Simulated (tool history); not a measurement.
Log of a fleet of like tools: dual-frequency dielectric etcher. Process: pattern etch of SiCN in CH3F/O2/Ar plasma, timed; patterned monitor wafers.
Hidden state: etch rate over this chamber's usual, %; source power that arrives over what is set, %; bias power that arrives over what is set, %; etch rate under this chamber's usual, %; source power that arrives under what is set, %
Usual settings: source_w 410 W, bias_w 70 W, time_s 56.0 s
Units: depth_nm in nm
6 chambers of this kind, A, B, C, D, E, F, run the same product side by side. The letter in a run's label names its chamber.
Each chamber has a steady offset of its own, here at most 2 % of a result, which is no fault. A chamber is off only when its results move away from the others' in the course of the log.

run   hour  source_w  bias_w  time_s  hours since the last wet clean  hours since the last source power generator calibration  hours since the last bias power generator calibration  read-back reference wafer on the same gauge, depth_nm  depth_nm
 1E    5.8       410      70    56.0                           385.6                                                     71.6                                                   32.7                                                 20.283    21.002
 2D   12.4       410      70    56.0                           446.4                                                   1802.6                                                 1822.1                                                 20.292    21.304
 3C   20.0       410      70    56.0                           170.2                                                   1866.4                                                  411.1                                                 20.313    21.262
 4A   23.5       410      70    56.0                           266.0                                                    367.3                                                 1057.0                                                 20.300    21.261
 5B   31.4       410      70    56.0                           514.9                                                   4293.9                                                  345.6                                                 20.274    21.003
      32.3  -- chamber D: wet clean of the chamber
      32.9  -- chamber B: wet clean of the chamber
 6F   36.6       410      70    56.0                           202.4                                                   1840.6                                                 2119.7                                                 20.291    21.037
 7A   44.1       410      70    56.0                           286.6                                                    387.9                                                 1077.6                                                 20.295    21.187
 8F   47.8       410      70    56.0                           213.6                                                   1851.8                                                 2130.9                                                 20.303    21.008
 9E   52.3       410      70    56.0                           432.1                                                    118.1                                                   79.2                                                 20.293    20.960
10D   59.6       410      70    56.0                            27.3                                                   1849.8                                                 1869.3                                                 20.317    21.422
11B   65.8       410      70    56.0                            32.9                                                   4328.3                                                  380.0                                                 20.306    21.055
12C   71.6       410      70    56.0                           221.8                                                   1918.0                                                  462.7                                                 20.296    21.158
13D   79.0       410      70    56.0                            46.7                                                   1869.2                                                 1888.7                                                 20.299    21.270
14E   84.9       410      70    56.0                           464.7                                                    150.7                                                  111.8                                                 20.299    21.028
15C   91.0       340      56    56.0                           241.2                                                   1937.4                                                  482.1                                                 20.303    18.213
16A   97.7       340      56    56.0                           340.2                                                    441.5                                                 1131.2                                                 20.304    18.324
17F  103.5       340      56    56.0                           269.3                                                   1907.5                                                 2186.6                                                 20.302    18.154
18B  109.5       340      56    56.0                            76.6                                                   4372.0                                                  423.7                                                 20.304    18.267
19B  115.4       340      56    56.0                            82.5                                                   4377.9                                                  429.6                                                 20.294    18.097
20D  119.6       340      56    56.0                            87.3                                                   1909.8                                                 1929.3                                                 20.275    18.426
21F  124.8       410      70    56.0                           290.6                                                   1928.8                                                 2207.9                                                 20.303    21.038
22E  132.5       410      70    56.0                           512.3                                                    198.3                                                  159.4                                                 20.313    21.140
     134.5  -- chamber E: wet clean of the chamber
23C  139.5       410      70    56.0                           289.7                                                   1985.9                                                  530.6                                                 20.303    21.318
24A  143.4       410      70    56.0                           385.9                                                    487.2                                                 1176.9                                                 20.308    21.306
25B  149.2       410      70    56.0                           116.3                                                   4411.7                                                  463.4                                                 20.289    20.986
26D  155.1       470      70    56.0                           122.8                                                   1945.3                                                 1964.8                                                 20.313    22.482
27E  158.7       470      70    56.0                            24.3                                                    224.5                                                  185.6                                                 20.303    21.489
28F  165.5       470      70    56.0                           331.3                                                   1969.5                                                 2248.6                                                 20.300    22.150
29A  172.5       470      70    56.0                           415.0                                                    516.3                                                 1206.0                                                 20.306    22.421
30C  176.1       470      70    56.0                           326.3                                                   2022.5                                                  567.2                                                 20.299    22.260
31F  181.9       470      70    56.0                           347.7                                                   1985.9                                                 2265.0                                                 20.292    22.079
32A  186.6       410      70    56.0                           429.1                                                    530.4                                                 1220.1                                                 20.299    21.316
33D  190.5       410      70    56.0                           158.2                                                   1980.7                                                 2000.2                                                 20.311    21.283
34E  194.4       410      70    56.0                            60.0                                                    260.2                                                  221.3                                                 20.294    20.458
35C  200.2       410      76    62.5                           350.4                                                   2046.6                                                  591.3                                                 20.302    24.249
36B  208.0       410      76    62.5                           175.1                                                   4470.5                                                  522.2                                                 20.291    23.923
37C  212.9       410      76    62.5                           363.1                                                   2059.3                                                  604.0                                                 20.293    24.176
38E  220.9       410      76    62.5                            86.5                                                    286.7                                                  247.8                                                 20.301    23.407
39F  227.3       410      76    62.5                           393.1                                                   2031.3                                                 2310.4                                                 20.319    24.242
40D  234.4       410      76    62.5                           202.1                                                   2024.6                                                 2044.1                                                 20.302    24.535
41B  239.4       410      70    56.0                           206.5                                                   4501.9                                                  553.6                                                 20.293    20.905

All 6 chambers run these settings next. Forecast each chamber's results:
42A  245.3       410      70    56.0                                                                                                                                                                                                                ?
42B  245.3       410      70    56.0                                                                                                                                                                                                                ?
42C  245.3       410      70    56.0                                                                                                                                                                                                                ?
42D  245.3       410      70    56.0                                                                                                                                                                                                                ?
42E  245.3       410      70    56.0                                                                                                                                                                                                                ?
42F  245.3       410      70    56.0                                                                                                                                                                                                                ?

run  depth_nm
42A    21.219
42B    21.015
42C    21.182
42D    21.343
42E    20.408
42F    20.934
